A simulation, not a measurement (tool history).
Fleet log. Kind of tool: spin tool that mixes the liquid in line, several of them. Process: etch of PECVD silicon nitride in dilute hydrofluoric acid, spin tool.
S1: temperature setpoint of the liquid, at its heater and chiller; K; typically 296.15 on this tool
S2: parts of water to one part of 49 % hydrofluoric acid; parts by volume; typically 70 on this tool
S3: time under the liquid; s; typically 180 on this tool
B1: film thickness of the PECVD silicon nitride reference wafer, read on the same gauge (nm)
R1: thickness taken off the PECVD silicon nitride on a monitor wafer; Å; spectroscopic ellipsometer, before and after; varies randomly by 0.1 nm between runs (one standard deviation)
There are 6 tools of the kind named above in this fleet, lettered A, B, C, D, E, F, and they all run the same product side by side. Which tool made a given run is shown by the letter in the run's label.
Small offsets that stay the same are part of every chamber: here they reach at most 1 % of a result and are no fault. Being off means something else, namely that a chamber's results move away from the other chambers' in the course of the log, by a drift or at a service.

run 1C hour=2.5 | S1=296.15 S2=70 S3=180 | B1=89.98 | R1=109.96
run 2B hour=5.7 | S1=296.15 S2=70 S3=180 | B1=90.017 | R1=109.31
run 3F hour=10.8 | S1=296.15 S2=70 S3=180 | B1=89.978 | R1=111.07
run 4A hour=14.8 | S1=296.15 S2=70 S3=180 | B1=90.018 | R1=108.62
run 5D hour=19.1 | S1=296.15 S2=70 S3=180 | B1=90.006 | R1=108.46
run 6E hour=23.6 | S1=293.15 S2=70 S3=85 | B1=90.028 | R1=41.84
run 7D hour=27.5 | S1=293.15 S2=70 S3=85 | B1=90.02 | R1=42.163
run 8E hour=30.9 | S1=293.15 S2=70 S3=85 | B1=90.009 | R1=41.435
run 9B hour=35 | S1=293.15 S2=70 S3=85 | B1=89.979 | R1=41.901
run 10F hour=37.6 | S1=293.15 S2=70 S3=85 | B1=90.013 | R1=42.846
run 11C hour=41.1 | S1=293.15 S2=70 S3=85 | B1=90.007 | R1=41.821
run 12A hour=45.2 | S1=300.65 S2=70 S3=180 | B1=90.032 | R1=147.7
run 13E hour=50.2 | S1=300.65 S2=70 S3=180 | B1=90.007 | R1=146.64
run 14F hour=54.8 | S1=300.65 S2=70 S3=180 | B1=89.989 | R1=145.97
run 15B hour=59.9 | S1=300.65 S2=70 S3=180 | B1=90.014 | R1=145.45
run 16C hour=64.9 | S1=300.65 S2=70 S3=180 | B1=90.002 | R1=147.08
run 17D hour=69.3 | S1=300.65 S2=70 S3=180 | B1=90.003 | R1=146.63
run 18A hour=73.8 | S1=296.15 S2=70 S3=180 | B1=89.961 | R1=107.63
run 19B hour=78.5 | S1=296.15 S2=70 S3=180 | B1=90.023 | R1=107.13
run 20A hour=83.5 | S1=296.15 S2=70 S3=180 | B1=90.022 | R1=111.53
run 21D hour=88.5 | S1=296.15 S2=70 S3=180 | B1=89.99 | R1=107.62
run 22F hour=93.5 | S1=296.15 S2=70 S3=180 | B1=90.029 | R1=111.21
run 23E hour=97.7 | S1=296.15 S2=70 S3=180 | B1=89.99 | R1=111.67
run 24C hour=101 | S1=296.15 S2=70 S3=180 | B1=89.985 | R1=109.27
run 25F hour=104.1 | S1=296.15 S2=70 S3=180 | B1=89.973 | R1=111.25
run 26E hour=108.3 | S1=296.15 S2=70 S3=180 | B1=90.03 | R1=111.55
run 27A hour=111.2 | S1=296.15 S2=70 S3=180 | B1=90.004 | R1=110.28
run 28C hour=115.2 | S1=296.15 S2=70 S3=180 | B1=90.028 | R1=110.54
run 29D hour=117.7 | S1=296.15 S2=70 S3=180 | B1=89.972 | R1=110.43
run 30B hour=121.8 | S1=296.15 S2=70 S3=180 | B1=89.99 | R1=107.22
run 31B hour=126.7 | S1=301.15 S2=45 S3=180 | B1=90.015 | R1=233.7
run 32D hour=130.6 | S1=301.15 S2=45 S3=180 | B1=90.019 | R1=236.41
run 33F hour=134.5 | S1=301.15 S2=45 S3=180 | B1=89.987 | R1=230.89
run 34E hour=136.9 | S1=301.15 S2=45 S3=180 | B1=89.986 | R1=239.32
run 35C hour=140.5 | S1=301.15 S2=45 S3=180 | B1=90.006 | R1=238.96
run 36A hour=143.2 | S1=301.15 S2=45 S3=180 | B1=89.983 | R1=237.13
run 37E hour=145.5 | S1=296.15 S2=70 S3=180 | B1=89.985 | R1=110.03
run 38D hour=149.4 | S1=298.65 S2=80 S3=180 | B1=89.975 | R1=111.97

One chamber off, gauge drift, or nothing amiss beyond the chambers' own small offsets? If it is a chamber, which one, and what is the likeliest cause?

No chamber stands off beyond its own small offset, and the gauge holds steady.
